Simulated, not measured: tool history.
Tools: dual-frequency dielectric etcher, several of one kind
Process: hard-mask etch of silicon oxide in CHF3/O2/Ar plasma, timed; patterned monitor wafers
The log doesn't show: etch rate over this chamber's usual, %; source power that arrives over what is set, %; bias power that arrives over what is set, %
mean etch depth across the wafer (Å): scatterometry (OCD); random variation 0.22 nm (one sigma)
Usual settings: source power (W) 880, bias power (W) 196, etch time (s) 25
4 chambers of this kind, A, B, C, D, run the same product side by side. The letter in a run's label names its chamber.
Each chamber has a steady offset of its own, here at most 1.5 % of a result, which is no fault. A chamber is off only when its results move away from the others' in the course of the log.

run,day,source power (W),bias power (W),etch time (s),hours since the last wet clean,hours since the last source power generator calibration,hours since the last bias power generator calibration,"read-back reference wafer on the same gauge, depth_nm",mean etch depth across the wafer (Å)
1A,0.162,880,196,25,85.7,946.6,3073.8,66.382,595.84
2B,0.271,880,196,25,166.1,2299.9,575.1,66.428,580.31
3C,0.412,880,196,25,78.2,2083,1741,66.425,583.56
4D,0.583,880,196,25,199.2,3450.9,2379.7,66.387,593.2
5C,0.75,880,196,25,86.3,2091.1,1749.1,66.358,585.78
6B,0.85,880,235,25,180,2313.8,589,66.409,616.67
7A,1.062,880,235,25,107.3,968.2,3095.4,66.381,634.3
8D,1.275,880,235,25,215.8,3467.5,2396.3,66.409,627.75
9B,1.462,880,235,25,194.7,2328.5,603.7,66.403,619.61
10A,1.667,880,196,25,121.8,982.7,3109.9,66.323,594.5
11D,1.821,880,196,25,228.9,3480.6,2409.4,66.411,589.48
12C,1.962,720,243,25,115.4,2120.2,1778.2,66.347,586.23
13A,2.175,720,243,25,134,994.9,3122.1,66.441,594.28
14C,2.3,720,243,25,123.5,2128.3,1786.3,66.388,586.78
15D,2.462,720,243,25,244.3,3496,2424.8,66.391,591.66
16B,2.654,880,196,25,223.3,2357.1,632.3,66.374,579.35
17D,2.788,880,196,25,252.1,3503.8,2432.6,66.361,589.75
18C,2.988,880,196,25,140,2144.8,1802.8,66.365,591.35
19B,3.162,880,196,25,235.5,2369.3,644.5,66.333,583.47
20A,3.358,880,196,25,162.4,1023.3,3150.5,66.47,595.01
21D,3.55,880,196,25,270.4,3522.1,2450.9,66.354,592.63
22B,3.725,880,196,25,249,2382.8,658,66.406,582.94
23A,3.904,880,219,25,175.5,1036.4,3163.6,66.362,613.2
24C,4.096,880,219,25,166.6,2171.4,1829.4,66.454,611.74

Next, every chamber runs the same settings. What will each give?
25A,4.254,880,235,25,,,,,?
25B,4.254,880,235,25,,,,,?
25C,4.254,880,235,25,,,,,?
25D,4.254,880,235,25,,,,,?

run,mean etch depth across the wafer (Å)
25A,630.54
25B,620.12
25C,626.92
25D,632.31
